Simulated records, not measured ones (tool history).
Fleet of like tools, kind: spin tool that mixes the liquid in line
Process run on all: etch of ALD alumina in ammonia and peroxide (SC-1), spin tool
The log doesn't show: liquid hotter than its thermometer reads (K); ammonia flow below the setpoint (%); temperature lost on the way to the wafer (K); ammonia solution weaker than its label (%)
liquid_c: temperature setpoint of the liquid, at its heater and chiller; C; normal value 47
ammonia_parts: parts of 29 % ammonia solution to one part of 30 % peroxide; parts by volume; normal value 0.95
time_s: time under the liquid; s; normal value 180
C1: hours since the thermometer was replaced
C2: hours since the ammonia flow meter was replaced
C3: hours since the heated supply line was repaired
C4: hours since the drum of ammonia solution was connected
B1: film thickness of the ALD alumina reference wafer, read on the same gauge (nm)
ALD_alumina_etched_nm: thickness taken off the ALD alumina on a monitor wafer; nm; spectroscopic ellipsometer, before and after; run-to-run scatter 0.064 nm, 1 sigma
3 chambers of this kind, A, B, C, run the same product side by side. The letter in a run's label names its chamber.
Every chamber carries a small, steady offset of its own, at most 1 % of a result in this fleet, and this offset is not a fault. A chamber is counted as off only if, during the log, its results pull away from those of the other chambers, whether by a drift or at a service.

{"run": "1C", "hour": 10.0, "liquid_c": 47, "ammonia_parts": 0.95, "time_s": 180, "C1": 947.4, "C2": 1165.5, "C3": 759.9, "C4": 395.5, "B1": 99.98, "ALD_alumina_etched_nm": 8.5259}
{"run": "2A", "hour": 16.5, "liquid_c": 47, "ammonia_parts": 0.95, "time_s": 180, "C1": 301.8, "C2": 503.8, "C3": 1234.7, "C4": 778.1, "B1": 100.01, "ALD_alumina_etched_nm": 8.5483}
{"run": "3B", "hour": 21.7, "liquid_c": 47, "ammonia_parts": 0.95, "time_s": 180, "C1": 428.1, "C2": 537.6, "C3": 1370.1, "C4": 254.5, "B1": 99.99, "ALD_alumina_etched_nm": 8.3889}
{"run": "4C", "hour": 26.9, "liquid_c": 47, "ammonia_parts": 0.95, "time_s": 180, "C1": 964.3, "C2": 1182.4, "C3": 776.8, "C4": 412.4, "B1": 99.97, "ALD_alumina_etched_nm": 8.5323}
{"hour": 31.5, "done": "chamber C: heated supply line repaired"}
{"run": "5A", "hour": 35.8, "liquid_c": 47, "ammonia_parts": 0.95, "time_s": 180, "C1": 321.1, "C2": 523.1, "C3": 1254, "C4": 797.4, "B1": 99.995, "ALD_alumina_etched_nm": 8.5616}
{"run": "6B", "hour": 43.8, "liquid_c": 47, "ammonia_parts": 0.95, "time_s": 180, "C1": 450.2, "C2": 559.7, "C3": 1392.2, "C4": 276.6, "B1": 100.03, "ALD_alumina_etched_nm": 8.4434}
{"run": "7B", "hour": 48.4, "liquid_c": 47, "ammonia_parts": 0.95, "time_s": 180, "C1": 454.8, "C2": 564.3, "C3": 1396.8, "C4": 281.2, "B1": 99.979, "ALD_alumina_etched_nm": 8.5384}
{"run": "8C", "hour": 55.3, "liquid_c": 47, "ammonia_parts": 0.95, "time_s": 180, "C1": 992.7, "C2": 1210.8, "C3": 23.8, "C4": 440.8, "B1": 99.985, "ALD_alumina_etched_nm": 8.5153}
{"run": "9A", "hour": 61.2, "liquid_c": 47, "ammonia_parts": 0.95, "time_s": 180, "C1": 346.5, "C2": 548.5, "C3": 1279.4, "C4": 822.8, "B1": 99.996, "ALD_alumina_etched_nm": 8.521}
{"run": "10C", "hour": 67.2, "liquid_c": 47, "ammonia_parts": 0.95, "time_s": 180, "C1": 1004.6, "C2": 1222.7, "C3": 35.7, "C4": 452.7, "B1": 100, "ALD_alumina_etched_nm": 8.6447}
{"run": "11B", "hour": 77.6, "liquid_c": 47, "ammonia_parts": 0.95, "time_s": 180, "C1": 484, "C2": 593.5, "C3": 1426, "C4": 310.4, "B1": 99.995, "ALD_alumina_etched_nm": 8.5184}
{"run": "12A", "hour": 84.2, "liquid_c": 47, "ammonia_parts": 0.95, "time_s": 180, "C1": 369.5, "C2": 571.5, "C3": 1302.4, "C4": 845.8, "B1": 99.999, "ALD_alumina_etched_nm": 8.5289}
{"run": "13C", "hour": 90.5, "liquid_c": 47, "ammonia_parts": 0.95, "time_s": 180, "C1": 1027.9, "C2": 1246, "C3": 59, "C4": 476, "B1": 99.995, "ALD_alumina_etched_nm": 8.5274}
{"run": "14B", "hour": 96.7, "liquid_c": 47, "ammonia_parts": 0.95, "time_s": 180, "C1": 503.1, "C2": 612.6, "C3": 1445.1, "C4": 329.5, "B1": 100.01, "ALD_alumina_etched_nm": 8.4634}
{"run": "15A", "hour": 107.1, "liquid_c": 47, "ammonia_parts": 0.95, "time_s": 180, "C1": 392.4, "C2": 594.4, "C3": 1325.3, "C4": 868.7, "B1": 99.996, "ALD_alumina_etched_nm": 8.5838}
{"run": "16C", "hour": 117.5, "liquid_c": 47, "ammonia_parts": 0.95, "time_s": 180, "C1": 1054.9, "C2": 1273, "C3": 86, "C4": 503, "B1": 100.02, "ALD_alumina_etched_nm": 8.3896}
{"run": "17B", "hour": 123.2, "liquid_c": 47, "ammonia_parts": 0.95, "time_s": 180, "C1": 529.6, "C2": 639.1, "C3": 1471.6, "C4": 356, "B1": 99.997, "ALD_alumina_etched_nm": 8.5877}
{"run": "18A", "hour": 130.7, "liquid_c": 47, "ammonia_parts": 1.2, "time_s": 120, "C1": 416, "C2": 618, "C3": 1348.9, "C4": 892.3, "B1": 99.997, "ALD_alumina_etched_nm": 5.8829}
{"run": "19C", "hour": 140.3, "liquid_c": 47, "ammonia_parts": 1.2, "time_s": 120, "C1": 1077.7, "C2": 1295.8, "C3": 108.8, "C4": 525.8, "B1": 100.02, "ALD_alumina_etched_nm": 5.8223}
{"hour": 141.4, "done": "chamber C: new drum of ammonia solution connected"}
{"run": "20B", "hour": 148.5, "liquid_c": 47, "ammonia_parts": 1.2, "time_s": 120, "C1": 554.9, "C2": 664.4, "C3": 1496.9, "C4": 381.3, "B1": 99.997, "ALD_alumina_etched_nm": 5.7148}
{"run": "21A", "hour": 155.5, "liquid_c": 47, "ammonia_parts": 0.95, "time_s": 180, "C1": 440.8, "C2": 642.8, "C3": 1373.7, "C4": 917.1, "B1": 99.995, "ALD_alumina_etched_nm": 8.5331}
{"hour": 159.7, "done": "chamber B: new drum of ammonia solution connected"}
{"run": "22C", "hour": 163.1, "liquid_c": 47, "ammonia_parts": 0.95, "time_s": 180, "C1": 1100.5, "C2": 1318.6, "C3": 131.6, "C4": 21.7, "B1": 100.01, "ALD_alumina_etched_nm": 8.5586}
{"run": "23A", "hour": 168.0, "liquid_c": 39, "ammonia_parts": 1.2, "time_s": 180, "C1": 453.3, "C2": 655.3, "C3": 1386.2, "C4": 929.6, "B1": 100.01, "ALD_alumina_etched_nm": 5.5057}
{"run": "24B", "hour": 177.3, "liquid_c": 39, "ammonia_parts": 1.2, "time_s": 180, "C1": 583.7, "C2": 693.2, "C3": 1525.7, "C4": 17.6, "B1": 99.994, "ALD_alumina_etched_nm": 5.5264}
{"run": "25B", "hour": 183.0, "liquid_c": 39, "ammonia_parts": 1.2, "time_s": 180, "C1": 589.4, "C2": 698.9, "C3": 1531.4, "C4": 23.3, "B1": 99.993, "ALD_alumina_etched_nm": 5.4376}
{"run": "26A", "hour": 191.1, "liquid_c": 47, "ammonia_parts": 0.95, "time_s": 180, "C1": 476.4, "C2": 678.4, "C3": 1409.3, "C4": 952.7, "B1": 100.03, "ALD_alumina_etched_nm": 8.5178}
{"run": "27C", "hour": 197.7, "liquid_c": 47, "ammonia_parts": 0.95, "time_s": 180, "C1": 1135.1, "C2": 1353.2, "C3": 166.2, "C4": 56.3, "B1": 99.983, "ALD_alumina_etched_nm": 8.4399}
{"run": "28C", "hour": 203.2, "liquid_c": 47, "ammonia_parts": 0.95, "time_s": 180, "C1": 1140.6, "C2": 1358.7, "C3": 171.7, "C4": 61.8, "B1": 99.99, "ALD_alumina_etched_nm": 8.6397}
{"run": "29A", "hour": 208.8, "liquid_c": 47, "ammonia_parts": 0.95, "time_s": 180, "C1": 494.1, "C2": 696.1, "C3": 1427, "C4": 970.4, "B1": 99.994, "ALD_alumina_etched_nm": 8.4656}
{"run": "30B", "hour": 216.1, "liquid_c": 47, "ammonia_parts": 0.95, "time_s": 180, "C1": 622.5, "C2": 732, "C3": 1564.5, "C4": 56.4, "B1": 100.01, "ALD_alumina_etched_nm": 8.5176}
{"run": "31B", "hour": 223.3, "liquid_c": 47, "ammonia_parts": 0.95, "time_s": 180, "C1": 629.7, "C2": 739.2, "C3": 1571.7, "C4": 63.6, "B1": 100.02, "ALD_alumina_etched_nm": 8.3592}
{"run": "32A", "hour": 232.0, "liquid_c": 41.5, "ammonia_parts": 0.95, "time_s": 75, "C1": 517.3, "C2": 719.3, "C3": 1450.2, "C4": 993.6, "B1": 99.981, "ALD_alumina_etched_nm": 2.5762}

Is one chamber off against the others, does the gauge drift, or is nothing wrong? If a chamber is off, say which, and what the likeliest cause is.

No chamber stands off beyond its own small offset, and the gauge holds steady.

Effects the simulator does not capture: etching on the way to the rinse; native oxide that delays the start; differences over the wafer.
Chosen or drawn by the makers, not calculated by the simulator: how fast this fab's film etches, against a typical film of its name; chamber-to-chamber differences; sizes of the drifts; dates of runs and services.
